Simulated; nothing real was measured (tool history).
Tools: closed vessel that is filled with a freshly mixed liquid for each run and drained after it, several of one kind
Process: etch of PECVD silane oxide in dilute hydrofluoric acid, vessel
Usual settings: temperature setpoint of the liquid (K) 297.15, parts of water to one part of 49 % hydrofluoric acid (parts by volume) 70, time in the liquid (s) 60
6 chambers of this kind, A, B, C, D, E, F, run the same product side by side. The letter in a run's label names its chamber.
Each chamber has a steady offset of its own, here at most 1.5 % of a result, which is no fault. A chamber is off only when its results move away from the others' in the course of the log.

run,day,temperature setpoint of the liquid (K),parts of water to one part of 49 % hydrofluoric acid (parts by volume),time in the liquid (s),hours since the thermometer was replaced,hours since the hydrofluoric acid flow meter was replaced,"read-back film thickness of the PECVD silane oxide reference wafer, read on the same gauge (nm)",thickness taken off the PECVD silane oxide on a monitor wafer (angstrom)
1E,0.183,297.15,70,60,1064.5,1159.7,50.039,444.86
2F,0.346,297.15,70,60,1581.7,784,50.006,443.08
3C,0.45,297.15,70,60,1355.6,86.1,49.995,446.52
4B,0.654,297.15,70,60,432.1,1680.8,49.995,439.8
5A,0.767,299.15,85,60,198.3,775.5,50.001,382.48
6D,0.929,299.15,85,60,1525.6,581,49.998,392.33
7F,1.15,299.15,85,60,1601,803.3,49.996,385.46
8D,1.358,299.15,85,60,1535.9,591.3,50.021,392.86
9B,1.475,299.15,85,60,451.8,1700.5,49.974,384.42
10E,1.704,299.15,85,60,1101,1196.2,49.991,391.66
# day 1.838: chamber E: hydrofluoric acid flow meter replaced
11A,1.912,297.15,70,60,225.8,803,49.987,440.61
12C,2.133,297.15,70,60,1396,126.5,49.995,448.22
13E,2.358,297.15,70,60,1116.7,12.5,50.002,448.02
14B,2.488,297.15,95,60,476.1,1724.8,49.977,316.73
15F,2.625,297.15,95,60,1636.4,838.7,49.992,312.34
16C,2.804,297.15,95,60,1412.1,142.6,49.99,320.39
17A,2.925,297.15,95,60,250.1,827.3,49.976,312.75
18D,3.088,297.15,95,60,1577.4,632.8,49.989,321.24
19D,3.192,297.15,95,60,1579.9,635.3,49.999,321.39
20E,3.396,297.15,70,60,1141.6,37.4,50.021,448.28
21F,3.512,297.15,70,60,1657.7,860,50,439.76
22A,3.646,297.15,70,60,267.4,844.6,49.982,441.64
23C,3.858,297.15,70,60,1437.4,167.9,50.01,449.49
# day 3.883: chamber D: hydrofluoric acid flow meter replaced
24B,4.012,297.15,70,60,512.7,1761.4,50.01,441.61
25C,4.238,297.15,70,60,1446.5,177,49.965,446.8
26A,4.367,297.15,70,60,284.7,861.9,50.015,436.95
27D,4.479,297.15,70,60,1610.8,14.3,50.003,451.3
# day 4.546: chamber D: thermometer replaced
28E,4.596,297.15,70,60,1170.4,66.2,49.977,447.87
29F,4.729,297.15,70,60,1686.9,889.2,50.01,439.25
30B,4.896,297.15,70,75,533.9,1782.6,49.997,547.06
31F,5.1,297.15,70,75,1695.8,898.1,50.006,553.05
32D,5.3,297.15,70,75,18.2,34,50.018,559.53
33B,5.412,297.15,70,75,546.3,1795,49.995,552.38
34A,5.521,297.15,70,75,312.4,889.6,49.978,556.65
35C,5.733,297.15,70,75,1482.4,212.9,49.985,558.09
36E,5.933,297.15,45,60,1202.5,98.3,50.002,708.2
37A,6.1,297.15,45,60,326.3,903.5,49.974,714.84
38F,6.338,297.15,45,60,1725.5,927.8,50.015,715.19
39C,6.579,297.15,45,60,1502.7,233.2,49.983,716.89

Is one chamber off against the others, does the gauge drift, or is nothing wrong? If a chamber is off, say which, and what the likeliest cause is.

No chamber stands off beyond its own small offset, and the gauge holds steady.
